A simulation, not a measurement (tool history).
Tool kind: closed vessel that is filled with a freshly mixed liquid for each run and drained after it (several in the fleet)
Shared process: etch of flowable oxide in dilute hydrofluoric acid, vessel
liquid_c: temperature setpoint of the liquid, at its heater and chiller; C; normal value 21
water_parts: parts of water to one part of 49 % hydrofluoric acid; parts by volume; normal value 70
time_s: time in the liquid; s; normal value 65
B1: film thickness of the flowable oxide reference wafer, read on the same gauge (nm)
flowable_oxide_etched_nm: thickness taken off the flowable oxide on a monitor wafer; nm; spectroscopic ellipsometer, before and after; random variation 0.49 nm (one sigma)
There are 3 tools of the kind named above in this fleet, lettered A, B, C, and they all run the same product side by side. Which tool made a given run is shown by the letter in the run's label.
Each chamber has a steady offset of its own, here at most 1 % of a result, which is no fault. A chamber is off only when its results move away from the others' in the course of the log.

run 1C hour=2.9 | liquid_c=21 water_parts=70 time_s=65 | B1=139.98 | flowable_oxide_etched_nm=58.065
run 2B hour=6.3 | liquid_c=21 water_parts=70 time_s=65 | B1=139.95 | flowable_oxide_etched_nm=58.748
run 3A hour=8.4 | liquid_c=21 water_parts=70 time_s=65 | B1=140.02 | flowable_oxide_etched_nm=57.98
run 4A hour=10.8 | liquid_c=21 water_parts=70 time_s=65 | B1=140.02 | flowable_oxide_etched_nm=59.262
run 5B hour=14.7 | liquid_c=23.5 water_parts=45 time_s=65 | B1=140.02 | flowable_oxide_etched_nm=103.92
run 6C hour=19 | liquid_c=23.5 water_parts=45 time_s=65 | B1=139.97 | flowable_oxide_etched_nm=104.66
run 7B hour=23.7 | liquid_c=23.5 water_parts=45 time_s=65 | B1=139.96 | flowable_oxide_etched_nm=103.68
run 8C hour=27.6 | liquid_c=21 water_parts=70 time_s=65 | B1=140.04 | flowable_oxide_etched_nm=58.238
run 9A hour=32.1 | liquid_c=21 water_parts=70 time_s=65 | B1=140.01 | flowable_oxide_etched_nm=59.413
run 10A hour=34.7 | liquid_c=21 water_parts=70 time_s=65 | B1=140.01 | flowable_oxide_etched_nm=58.746
run 11B hour=39.4 | liquid_c=21 water_parts=70 time_s=65 | B1=139.99 | flowable_oxide_etched_nm=60.261
run 12C hour=41.7 | liquid_c=21 water_parts=70 time_s=65 | B1=139.98 | flowable_oxide_etched_nm=57.995
run 13A hour=45 | liquid_c=21 water_parts=50 time_s=65 | B1=140.01 | flowable_oxide_etched_nm=83.406
run 14C hour=48.9 | liquid_c=21 water_parts=50 time_s=65 | B1=140.03 | flowable_oxide_etched_nm=84.273
run 15B hour=52.9 | liquid_c=21 water_parts=50 time_s=65 | B1=139.99 | flowable_oxide_etched_nm=86.605
run 16B hour=57.3 | liquid_c=21 water_parts=70 time_s=65 | B1=139.99 | flowable_oxide_etched_nm=60.376
run 17A hour=59.8 | liquid_c=21 water_parts=70 time_s=65 | B1=139.97 | flowable_oxide_etched_nm=58.397
run 18C hour=62.1 | liquid_c=21 water_parts=85 time_s=90 | B1=139.99 | flowable_oxide_etched_nm=65.554
run 19A hour=66.7 | liquid_c=21 water_parts=85 time_s=90 | B1=140 | flowable_oxide_etched_nm=65.455
run 20B hour=70 | liquid_c=21 water_parts=85 time_s=90 | B1=140.02 | flowable_oxide_etched_nm=69
run 21C hour=72.9 | liquid_c=21 water_parts=70 time_s=65 | B1=139.99 | flowable_oxide_etched_nm=57.799
run 22C hour=76.4 | liquid_c=21 water_parts=70 time_s=65 | B1=140 | flowable_oxide_etched_nm=58.826
run 23A hour=79.3 | liquid_c=21 water_parts=70 time_s=65 | B1=140.03 | flowable_oxide_etched_nm=58.707
run 24B hour=81.5 | liquid_c=21 water_parts=70 time_s=65 | B1=140.04 | flowable_oxide_etched_nm=61.878
run 25B hour=85.8 | liquid_c=21 water_parts=70 time_s=65 | B1=139.97 | flowable_oxide_etched_nm=62.227
run 26A hour=88.7 | liquid_c=21 water_parts=70 time_s=65 | B1=140.02 | flowable_oxide_etched_nm=58.943
run 27C hour=92.8 | liquid_c=21 water_parts=70 time_s=65 | B1=140 | flowable_oxide_etched_nm=58.619
run 28C hour=96.1 | liquid_c=21 water_parts=70 time_s=65 | B1=139.99 | flowable_oxide_etched_nm=58.677
run 29B hour=100.4 | liquid_c=21 water_parts=70 time_s=65 | B1=139.99 | flowable_oxide_etched_nm=62.852
run 30A hour=102.7 | liquid_c=21 water_parts=70 time_s=65 | B1=140.07 | flowable_oxide_etched_nm=59.057
run 31B hour=105.9 | liquid_c=18 water_parts=70 time_s=65 | B1=140 | flowable_oxide_etched_nm=56.202

Each of the 3 chambers runs these same settings next. Fill in every chamber's results:
run 32A hour=109.3 | liquid_c=22.5 water_parts=70 time_s=65 | flowable_oxide_etched_nm=?
run 32B hour=109.3 | liquid_c=22.5 water_parts=70 time_s=65 | flowable_oxide_etched_nm=?
run 32C hour=109.3 | liquid_c=22.5 water_parts=70 time_s=65 | flowable_oxide_etched_nm=?

run=32A flowable_oxide_etched_nm=62.748
run=32B flowable_oxide_etched_nm=67.813
run=32C flowable_oxide_etched_nm=61.6
